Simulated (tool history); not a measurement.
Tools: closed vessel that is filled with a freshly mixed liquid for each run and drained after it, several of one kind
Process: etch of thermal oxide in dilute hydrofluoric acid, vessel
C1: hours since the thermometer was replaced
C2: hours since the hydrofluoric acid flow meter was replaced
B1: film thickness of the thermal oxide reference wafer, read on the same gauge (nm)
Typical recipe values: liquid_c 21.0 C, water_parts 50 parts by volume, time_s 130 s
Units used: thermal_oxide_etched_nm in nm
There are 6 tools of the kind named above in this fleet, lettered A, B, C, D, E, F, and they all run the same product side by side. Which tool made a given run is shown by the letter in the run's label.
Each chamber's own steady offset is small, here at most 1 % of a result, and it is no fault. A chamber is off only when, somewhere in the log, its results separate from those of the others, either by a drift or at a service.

{"run": "1D", "hour": 7.2, "liquid_c": 21.0, "water_parts": 50, "time_s": 130, "C1": 70.1, "C2": 557.2, "B1": 39.984, "thermal_oxide_etched_nm": 11.719}
{"hour": 13.8, "done": "chamber E: hydrofluoric acid flow meter replaced"}
{"run": "2C", "hour": 18.7, "liquid_c": 21.0, "water_parts": 50, "time_s": 130, "C1": 523.1, "C2": 262.8, "B1": 40.004, "thermal_oxide_etched_nm": 11.786}
{"run": "3B", "hour": 26.7, "liquid_c": 21.0, "water_parts": 50, "time_s": 130, "C1": 1501.0, "C2": 976.1, "B1": 39.991, "thermal_oxide_etched_nm": 11.73}
{"hour": 29.3, "done": "chamber F: thermometer replaced"}
{"run": "4F", "hour": 37.2, "liquid_c": 21.0, "water_parts": 50, "time_s": 130, "C1": 8.0, "C2": 183.3, "B1": 40.035, "thermal_oxide_etched_nm": 11.583}
{"run": "5E", "hour": 47.0, "liquid_c": 21.0, "water_parts": 50, "time_s": 200, "C1": 627.6, "C2": 33.3, "B1": 39.996, "thermal_oxide_etched_nm": 17.894}
{"run": "6A", "hour": 58.6, "liquid_c": 21.0, "water_parts": 50, "time_s": 200, "C1": 554.0, "C2": 581.6, "B1": 39.988, "thermal_oxide_etched_nm": 18.107}
{"run": "7E", "hour": 68.5, "liquid_c": 21.0, "water_parts": 50, "time_s": 200, "C1": 649.1, "C2": 54.8, "B1": 40.031, "thermal_oxide_etched_nm": 18.113}
{"run": "8F", "hour": 73.9, "liquid_c": 21.0, "water_parts": 50, "time_s": 200, "C1": 44.7, "C2": 220.0, "B1": 40.019, "thermal_oxide_etched_nm": 18.192}
{"run": "9B", "hour": 83.6, "liquid_c": 21.0, "water_parts": 50, "time_s": 200, "C1": 1557.9, "C2": 1033.0, "B1": 39.993, "thermal_oxide_etched_nm": 17.765}
{"run": "10C", "hour": 95.5, "liquid_c": 21.0, "water_parts": 50, "time_s": 200, "C1": 599.9, "C2": 339.6, "B1": 39.991, "thermal_oxide_etched_nm": 17.679}
{"run": "11A", "hour": 101.8, "liquid_c": 21.0, "water_parts": 50, "time_s": 130, "C1": 597.2, "C2": 624.8, "B1": 39.996, "thermal_oxide_etched_nm": 11.934}
{"run": "12D", "hour": 112.6, "liquid_c": 21.0, "water_parts": 50, "time_s": 130, "C1": 175.5, "C2": 662.6, "B1": 39.996, "thermal_oxide_etched_nm": 11.762}
{"run": "13F", "hour": 120.2, "liquid_c": 21.0, "water_parts": 50, "time_s": 70, "C1": 91.0, "C2": 266.3, "B1": 39.968, "thermal_oxide_etched_nm": 6.3294}
{"run": "14E", "hour": 126.4, "liquid_c": 21.0, "water_parts": 50, "time_s": 70, "C1": 707.0, "C2": 112.7, "B1": 40.003, "thermal_oxide_etched_nm": 6.3776}
{"run": "15D", "hour": 135.5, "liquid_c": 21.0, "water_parts": 50, "time_s": 70, "C1": 198.4, "C2": 685.5, "B1": 40.006, "thermal_oxide_etched_nm": 6.2794}
{"run": "16C", "hour": 145.8, "liquid_c": 21.0, "water_parts": 50, "time_s": 70, "C1": 650.2, "C2": 389.9, "B1": 40.016, "thermal_oxide_etched_nm": 6.2432}
{"run": "17A", "hour": 155.7, "liquid_c": 21.0, "water_parts": 50, "time_s": 70, "C1": 651.1, "C2": 678.7, "B1": 39.987, "thermal_oxide_etched_nm": 6.2891}
{"run": "18B", "hour": 162.9, "liquid_c": 21.0, "water_parts": 50, "time_s": 70, "C1": 1637.2, "C2": 1112.3, "B1": 40.022, "thermal_oxide_etched_nm": 6.2946}
{"run": "19B", "hour": 170.2, "liquid_c": 21.0, "water_parts": 50, "time_s": 130, "C1": 1644.5, "C2": 1119.6, "B1": 40.015, "thermal_oxide_etched_nm": 11.861}
{"run": "20D", "hour": 181.7, "liquid_c": 18.5, "water_parts": 50, "time_s": 75, "C1": 244.6, "C2": 731.7, "B1": 39.985, "thermal_oxide_etched_nm": 6.0118}
{"run": "21F", "hour": 189.2, "liquid_c": 18.5, "water_parts": 50, "time_s": 75, "C1": 160.0, "C2": 335.3, "B1": 40.005, "thermal_oxide_etched_nm": 6.0085}
{"run": "22C", "hour": 199.3, "liquid_c": 18.5, "water_parts": 50, "time_s": 75, "C1": 703.7, "C2": 443.4, "B1": 40.029, "thermal_oxide_etched_nm": 6.0591}
{"run": "23E", "hour": 206.8, "liquid_c": 18.5, "water_parts": 50, "time_s": 75, "C1": 787.4, "C2": 193.1, "B1": 40.002, "thermal_oxide_etched_nm": 6.0853}
{"run": "24A", "hour": 216.1, "liquid_c": 18.5, "water_parts": 50, "time_s": 75, "C1": 711.5, "C2": 739.1, "B1": 40.004, "thermal_oxide_etched_nm": 6.0865}
{"run": "25C", "hour": 224.8, "liquid_c": 18.5, "water_parts": 50, "time_s": 75, "C1": 729.2, "C2": 468.9, "B1": 40.001, "thermal_oxide_etched_nm": 6.0128}
{"run": "26E", "hour": 234.6, "liquid_c": 21.0, "water_parts": 50, "time_s": 130, "C1": 815.2, "C2": 220.9, "B1": 40.008, "thermal_oxide_etched_nm": 11.535}
{"run": "27A", "hour": 246.0, "liquid_c": 21.0, "water_parts": 50, "time_s": 130, "C1": 741.4, "C2": 769.0, "B1": 39.981, "thermal_oxide_etched_nm": 11.688}
{"run": "28D", "hour": 257.8, "liquid_c": 21.0, "water_parts": 50, "time_s": 130, "C1": 320.7, "C2": 807.8, "B1": 39.96, "thermal_oxide_etched_nm": 11.558}
{"run": "29F", "hour": 265.3, "liquid_c": 21.0, "water_parts": 30, "time_s": 130, "C1": 236.1, "C2": 411.4, "B1": 40.005, "thermal_oxide_etched_nm": 19.679}
{"run": "30B", "hour": 275.8, "liquid_c": 21.0, "water_parts": 30, "time_s": 130, "C1": 1750.1, "C2": 1225.2, "B1": 40.012, "thermal_oxide_etched_nm": 19.884}
{"run": "31A", "hour": 284.3, "liquid_c": 21.0, "water_parts": 30, "time_s": 130, "C1": 779.7, "C2": 807.3, "B1": 39.998, "thermal_oxide_etched_nm": 20.036}
{"run": "32D", "hour": 290.8, "liquid_c": 21.0, "water_parts": 30, "time_s": 130, "C1": 353.7, "C2": 840.8, "B1": 39.997, "thermal_oxide_etched_nm": 19.893}
{"run": "33F", "hour": 299.6, "liquid_c": 21.0, "water_parts": 30, "time_s": 130, "C1": 270.4, "C2": 445.7, "B1": 40.015, "thermal_oxide_etched_nm": 19.315}
{"run": "34B", "hour": 308.3, "liquid_c": 21.0, "water_parts": 30, "time_s": 130, "C1": 1782.6, "C2": 1257.7, "B1": 40.001, "thermal_oxide_etched_nm": 19.819}
{"run": "35E", "hour": 313.6, "liquid_c": 21.0, "water_parts": 50, "time_s": 130, "C1": 894.2, "C2": 299.9, "B1": 40.022, "thermal_oxide_etched_nm": 11.602}
{"run": "36C", "hour": 325.3, "liquid_c": 21.0, "water_parts": 50, "time_s": 130, "C1": 829.7, "C2": 569.4, "B1": 39.992, "thermal_oxide_etched_nm": 11.687}
{"run": "37A", "hour": 331.8, "liquid_c": 21.0, "water_parts": 50, "time_s": 130, "C1": 827.2, "C2": 854.8, "B1": 39.994, "thermal_oxide_etched_nm": 11.66}
{"run": "38D", "hour": 338.2, "liquid_c": 21.0, "water_parts": 50, "time_s": 130, "C1": 401.1, "C2": 888.2, "B1": 40.01, "thermal_oxide_etched_nm": 11.625}
{"run": "39E", "hour": 346.2, "liquid_c": 17.5, "water_parts": 50, "time_s": 90, "C1": 926.8, "C2": 332.5, "B1": 40.009, "thermal_oxide_etched_nm": 7.0165}
{"run": "40C", "hour": 354.4, "liquid_c": 17.5, "water_parts": 50, "time_s": 90, "C1": 858.8, "C2": 598.5, "B1": 39.985, "thermal_oxide_etched_nm": 6.8984}
{"run": "41F", "hour": 365.0, "liquid_c": 17.5, "water_parts": 50, "time_s": 90, "C1": 335.8, "C2": 511.1, "B1": 40.008, "thermal_oxide_etched_nm": 6.4856}
{"run": "42B", "hour": 370.3, "liquid_c": 17.5, "water_parts": 50, "time_s": 90, "C1": 1844.6, "C2": 1319.7, "B1": 40.013, "thermal_oxide_etched_nm": 6.9805}

Is one chamber out of step, is the gauge drifting, or do the chambers differ by no more than their own small offsets? For an off chamber, give its letter and the likeliest cause.

One chamber, F, drifts off from the rest bit by bit.
Most likely cause: hydrofluoric acid flow below the setpoint (%) = 5.47.
The log may not separate it from: liquid colder than its thermometer reads (K).

Here are 4 candidates for chamber F's next run, each the usual settings with a change, their results left as question marks. Which one brings its results back in line with what the others give on the usual settings?
Counts as in line when no further than this from what the other chambers average on the usual settings: thermal_oxide_etched_nm 0.3600 nm
{"run": "43F-1", "hour": 378.9, "liquid_c": 18.5, "water_parts": 50, "time_s": 130, "thermal_oxide_etched_nm": "?"}
{"run": "43F-2", "hour": 378.9, "liquid_c": 19.5, "water_parts": 50, "time_s": 130, "thermal_oxide_etched_nm": "?"}
{"run": "43F-3", "hour": 378.9, "liquid_c": 21.0, "water_parts": 45, "time_s": 130, "thermal_oxide_etched_nm": "?"}
{"run": "43F-4", "hour": 378.9, "liquid_c": 22.5, "water_parts": 50, "time_s": 130, "thermal_oxide_etched_nm": "?"}

Mean of the other chambers on the usual settings: thermal_oxide_etched_nm 11.6650 nm
run=43F-1 thermal_oxide_etched_nm=9.9350
run=43F-2 thermal_oxide_etched_nm=10.3690
run=43F-3 thermal_oxide_etched_nm=12.3730
run=43F-4 thermal_oxide_etched_nm=11.7640
The right change is 43F-4: it brings the chamber back within the allowed miss of the others.
